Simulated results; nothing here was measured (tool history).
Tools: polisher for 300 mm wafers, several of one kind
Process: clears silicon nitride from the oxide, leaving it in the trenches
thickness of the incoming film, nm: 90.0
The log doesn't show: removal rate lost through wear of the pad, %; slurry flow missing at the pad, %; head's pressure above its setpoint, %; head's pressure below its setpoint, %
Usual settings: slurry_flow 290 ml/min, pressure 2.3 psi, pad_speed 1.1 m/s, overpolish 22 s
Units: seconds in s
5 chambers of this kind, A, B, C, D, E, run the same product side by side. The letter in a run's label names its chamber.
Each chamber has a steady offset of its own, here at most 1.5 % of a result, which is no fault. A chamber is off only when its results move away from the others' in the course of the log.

run	hour	slurry_flow	pressure	pad_speed	overpolish	wafers polished on this pad	hours since the slurry nozzle was cleaned	hours since the head pressure was calibrated	seconds
1C	5.1	290	2.3	1.1	22	1040	65.4	97.8	120.22
2A	13.8	290	2.3	1.1	22	1356	26.6	123.7	118.86
3D	20.3	290	2.3	1.1	22	630	239	913.4	115.15
# hour 20.6: chamber E: worn pad replaced by a new one
# hour 20.8: chamber A: worn pad replaced by a new one
4B	26.1	290	2.3	1.1	22	320	540.4	413.7	117.34
5E	36.7	290	2.3	1.1	22	135	149.3	769.9	119
# hour 40.2: chamber C: worn pad replaced by a new one
6C	43	290	2.3	1.1	22	23	103.3	135.7	114.84
7D	49.3	290	2.3	1.1	22	873	268	942.4	118.63
8A	60.3	290	2.3	1.1	22	330	73.1	170.2	116.26
9B	68.2	290	2.3	1.1	22	672	582.5	455.8	118.99
# hour 69.7: chamber D: worn pad replaced by a new one
10E	77.5	290	2.3	1.1	22	476	190.1	810.7	116.88
11B	84.1	260	2.3	1.1	33	805	598.4	471.7	121.54
12C	90.9	260	2.3	1.1	33	423	151.2	183.6	121.22
13D	96.1	260	2.3	1.1	33	221	314.8	989.2	113.05
# hour 97.6: chamber E: worn pad replaced by a new one
14E	106.9	260	2.3	1.1	33	77	219.5	840.1	118.84
15A	113.7	260	2.3	1.1	33	776	126.5	223.6	119.03
16A	121.4	365	2.3	1.1	34	841	134.2	231.3	115.38
17D	130.4	365	2.3	1.1	34	507	349.1	1023.5	115.46
18B	136.9	365	2.3	1.1	34	1246	651.2	524.5	117.69
19C	143.3	365	2.3	1.1	34	861	203.6	236	114.86
20E	154	365	2.3	1.1	34	471	266.6	887.2	114.82
21C	163.6	290	2.3	1.1	22	1031	223.9	256.3	115.79
# hour 167.6: chamber B: worn pad replaced by a new one
22E	169	290	2.3	1.1	22	596	281.6	902.2	117.48
# hour 173: chamber E: worn pad replaced by a new one
23B	177	290	2.3	1.1	22	79	691.3	564.6	117.96
24A	183.3	370	2.3	1.1	22	1358	196.1	293.2	114.01
# hour 183.9: chamber A: worn pad replaced by a new one
# hour 184.2: chamber B: slurry nozzle cleaned
25D	192.4	370	2.3	1.1	22	1025	411.1	1085.5	114.56
# hour 193.5: chamber D: worn pad replaced by a new one
26A	198.3	370	2.3	1.1	22	120	211.1	308.2	111.54
27D	204.4	370	2.3	1.1	22	91	423.1	1097.5	114.86
28B	211.1	370	2.3	1.1	22	364	27	598.7	115.85
29C	216.6	290	2.3	0.82	22	1474	276.9	309.3	154.19
30E	224.2	290	2.3	0.82	22	428	336.8	957.4	154.52
# hour 224.6: chamber C: worn pad replaced by a new one
31B	235.2	290	2.3	0.82	22	565	51.1	622.8	158.5
# hour 237.3: chamber E: head pressure recalibrated
# hour 237.3: chamber A: slurry nozzle cleaned
32E	241.2	290	2.3	0.82	22	570	353.8	4	154.27
33A	249.8	290	2.3	0.82	22	550	12.6	359.7	152.58
34D	257.4	290	2.3	1.1	22	534	476.1	1150.5	121.58
35C	266.8	290	2.3	1.1	22	353	327.1	359.5	116.05
36C	276	290	2.3	1.1	22	430	336.3	368.7	114.38

What goes on in this fleet: one chamber off, a drifting gauge, or nothing beyond the chambers' own small offsets? Name the chamber and the cause, if any.

No chamber stands off beyond its own small offset, and the gauge holds steady.

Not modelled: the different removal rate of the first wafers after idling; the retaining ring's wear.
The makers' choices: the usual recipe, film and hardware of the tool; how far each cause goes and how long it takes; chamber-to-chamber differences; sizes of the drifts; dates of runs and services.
